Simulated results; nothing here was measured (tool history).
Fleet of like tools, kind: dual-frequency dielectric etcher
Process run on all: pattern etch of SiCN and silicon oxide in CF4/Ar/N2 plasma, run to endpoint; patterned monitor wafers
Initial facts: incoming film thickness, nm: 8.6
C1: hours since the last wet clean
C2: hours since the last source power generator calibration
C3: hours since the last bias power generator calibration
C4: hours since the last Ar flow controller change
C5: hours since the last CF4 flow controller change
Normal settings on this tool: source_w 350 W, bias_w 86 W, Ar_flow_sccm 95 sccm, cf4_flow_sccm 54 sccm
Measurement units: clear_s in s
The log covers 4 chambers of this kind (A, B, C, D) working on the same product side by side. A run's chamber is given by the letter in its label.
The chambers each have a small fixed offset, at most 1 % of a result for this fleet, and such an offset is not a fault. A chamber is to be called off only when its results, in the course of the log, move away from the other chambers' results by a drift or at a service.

run 1D hour=2.2 | source_w=350 bias_w=86 Ar_flow_sccm=95 cf4_flow_sccm=54 | C1=442.7 C2=2849.9 C3=1279.6 C4=418.3 C5=1200.3 | clear_s=12.113
run 2C hour=6.3 | source_w=350 bias_w=86 Ar_flow_sccm=95 cf4_flow_sccm=54 | C1=212.1 C2=124.2 C3=13.5 C4=1365.8 C5=518.0 | clear_s=11.984
run 3B hour=8.6 | source_w=350 bias_w=86 Ar_flow_sccm=95 cf4_flow_sccm=54 | C1=219.2 C2=2491.0 C3=2493.9 C4=123.8 C5=4070.8 | clear_s=12.190
run 4A hour=12.8 | source_w=350 bias_w=86 Ar_flow_sccm=95 cf4_flow_sccm=54 | C1=64.4 C2=1595.5 C3=3287.9 C4=724.4 C5=767.1 | clear_s=12.065
run 5A hour=16.8 | source_w=350 bias_w=86 Ar_flow_sccm=95 cf4_flow_sccm=54 | C1=68.4 C2=1599.5 C3=3291.9 C4=728.4 C5=771.1 | clear_s=12.010
run 6C hour=21.0 | source_w=350 bias_w=86 Ar_flow_sccm=95 cf4_flow_sccm=54 | C1=226.8 C2=138.9 C3=28.2 C4=1380.5 C5=532.7 | clear_s=12.022
run 7D hour=23.5 | source_w=350 bias_w=86 Ar_flow_sccm=95 cf4_flow_sccm=54 | C1=464.0 C2=2871.2 C3=1300.9 C4=439.6 C5=1221.6 | clear_s=12.059
run 8B hour=25.6 | source_w=350 bias_w=86 Ar_flow_sccm=95 cf4_flow_sccm=54 | C1=236.2 C2=2508.0 C3=2510.9 C4=140.8 C5=4087.8 | clear_s=12.058
run 9B hour=27.7 | source_w=350 bias_w=86 Ar_flow_sccm=95 cf4_flow_sccm=54 | C1=238.3 C2=2510.1 C3=2513.0 C4=142.9 C5=4089.9 | clear_s=12.085
run 10C hour=30.9 | source_w=350 bias_w=86 Ar_flow_sccm=95 cf4_flow_sccm=54 | C1=236.7 C2=148.8 C3=38.1 C4=1390.4 C5=542.6 | clear_s=11.960
run 11A hour=35.2 | source_w=350 bias_w=86 Ar_flow_sccm=80 cf4_flow_sccm=54 | C1=86.8 C2=1617.9 C3=3310.3 C4=746.8 C5=789.5 | clear_s=11.809
run 12D hour=37.9 | source_w=350 bias_w=86 Ar_flow_sccm=80 cf4_flow_sccm=54 | C1=478.4 C2=2885.6 C3=1315.3 C4=454.0 C5=1236.0 | clear_s=11.817
-- hour=38.2 chamber B: source power generator calibrated
run 13D hour=42.0 | source_w=350 bias_w=86 Ar_flow_sccm=80 cf4_flow_sccm=54 | C1=482.5 C2=2889.7 C3=1319.4 C4=458.1 C5=1240.1 | clear_s=11.810
run 14B hour=46.1 | source_w=350 bias_w=86 Ar_flow_sccm=80 cf4_flow_sccm=54 | C1=256.7 C2=7.9 C3=2531.4 C4=161.3 C5=4108.3 | clear_s=11.466
run 15A hour=49.1 | source_w=350 bias_w=86 Ar_flow_sccm=95 cf4_flow_sccm=54 | C1=100.7 C2=1631.8 C3=3324.2 C4=760.7 C5=803.4 | clear_s=12.019
run 16C hour=51.6 | source_w=350 bias_w=86 Ar_flow_sccm=95 cf4_flow_sccm=54 | C1=257.4 C2=169.5 C3=58.8 C4=1411.1 C5=563.3 | clear_s=12.022
run 17B hour=55.9 | source_w=350 bias_w=86 Ar_flow_sccm=95 cf4_flow_sccm=54 | C1=266.5 C2=17.7 C3=2541.2 C4=171.1 C5=4118.1 | clear_s=11.788
run 18A hour=58.3 | source_w=350 bias_w=86 Ar_flow_sccm=95 cf4_flow_sccm=54 | C1=109.9 C2=1641.0 C3=3333.4 C4=769.9 C5=812.6 | clear_s=11.962
run 19C hour=61.7 | source_w=350 bias_w=86 Ar_flow_sccm=95 cf4_flow_sccm=54 | C1=267.5 C2=179.6 C3=68.9 C4=1421.2 C5=573.4 | clear_s=11.979
run 20D hour=65.3 | source_w=350 bias_w=86 Ar_flow_sccm=95 cf4_flow_sccm=54 | C1=505.8 C2=2913.0 C3=1342.7 C4=481.4 C5=1263.4 | clear_s=12.097
run 21B hour=67.4 | source_w=350 bias_w=86 Ar_flow_sccm=95 cf4_flow_sccm=54 | C1=278.0 C2=29.2 C3=2552.7 C4=182.6 C5=4129.6 | clear_s=11.789
run 22D hour=70.0 | source_w=350 bias_w=86 Ar_flow_sccm=95 cf4_flow_sccm=54 | C1=510.5 C2=2917.7 C3=1347.4 C4=486.1 C5=1268.1 | clear_s=12.029
run 23C hour=73.8 | source_w=350 bias_w=86 Ar_flow_sccm=95 cf4_flow_sccm=54 | C1=279.6 C2=191.7 C3=81.0 C4=1433.3 C5=585.5 | clear_s=12.069
run 24A hour=75.9 | source_w=350 bias_w=86 Ar_flow_sccm=95 cf4_flow_sccm=54 | C1=127.5 C2=1658.6 C3=3351.0 C4=787.5 C5=830.2 | clear_s=11.991
run 25A hour=78.5 | source_w=350 bias_w=86 Ar_flow_sccm=95 cf4_flow_sccm=54 | C1=130.1 C2=1661.2 C3=3353.6 C4=790.1 C5=832.8 | clear_s=12.055
run 26D hour=83.0 | source_w=350 bias_w=86 Ar_flow_sccm=95 cf4_flow_sccm=54 | C1=523.5 C2=2930.7 C3=1360.4 C4=499.1 C5=1281.1 | clear_s=12.087
run 27B hour=85.6 | source_w=350 bias_w=86 Ar_flow_sccm=95 cf4_flow_sccm=54 | C1=296.2 C2=47.4 C3=2570.9 C4=200.8 C5=4147.8 | clear_s=11.707
run 28C hour=88.3 | source_w=350 bias_w=86 Ar_flow_sccm=95 cf4_flow_sccm=54 | C1=294.1 C2=206.2 C3=95.5 C4=1447.8 C5=600.0 | clear_s=12.037

Decide between three cases: one chamber stands off from its peers, the gauge reading all wafers drifts, or nothing is wrong past each chamber's small offset. Where a chamber is off, say which and what most likely put it there.

A service on chamber B put it out of line with the rest.
What lies behind it: source power that arrives over what is set, % = 4.57.

Which of the 4 candidates below, each the usual settings with something changed and its results left as question marks, puts chamber B back in line with what the other chambers give on the usual settings?
In line means no further than this from the other chambers' mean on the usual settings: clear_s 0.210 s
run 29B-1 hour=91.6 | source_w=340 bias_w=85 Ar_flow_sccm=95 cf4_flow_sccm=54 | clear_s=?
run 29B-2 hour=91.6 | source_w=360 bias_w=87 Ar_flow_sccm=95 cf4_flow_sccm=54 | clear_s=?
run 29B-3 hour=91.6 | source_w=370 bias_w=89 Ar_flow_sccm=94 cf4_flow_sccm=54 | clear_s=?
run 29B-4 hour=91.6 | source_w=330 bias_w=84 Ar_flow_sccm=96 cf4_flow_sccm=53 | clear_s=?

What the other chambers average on the usual settings: clear_s 12.054 s
run=29B-1 clear_s=11.995
run=29B-2 clear_s=11.306
run=29B-3 clear_s=10.927
run=29B-4 clear_s=12.422
29B-1 is the one that brings the chamber's results back in line with the other chambers.
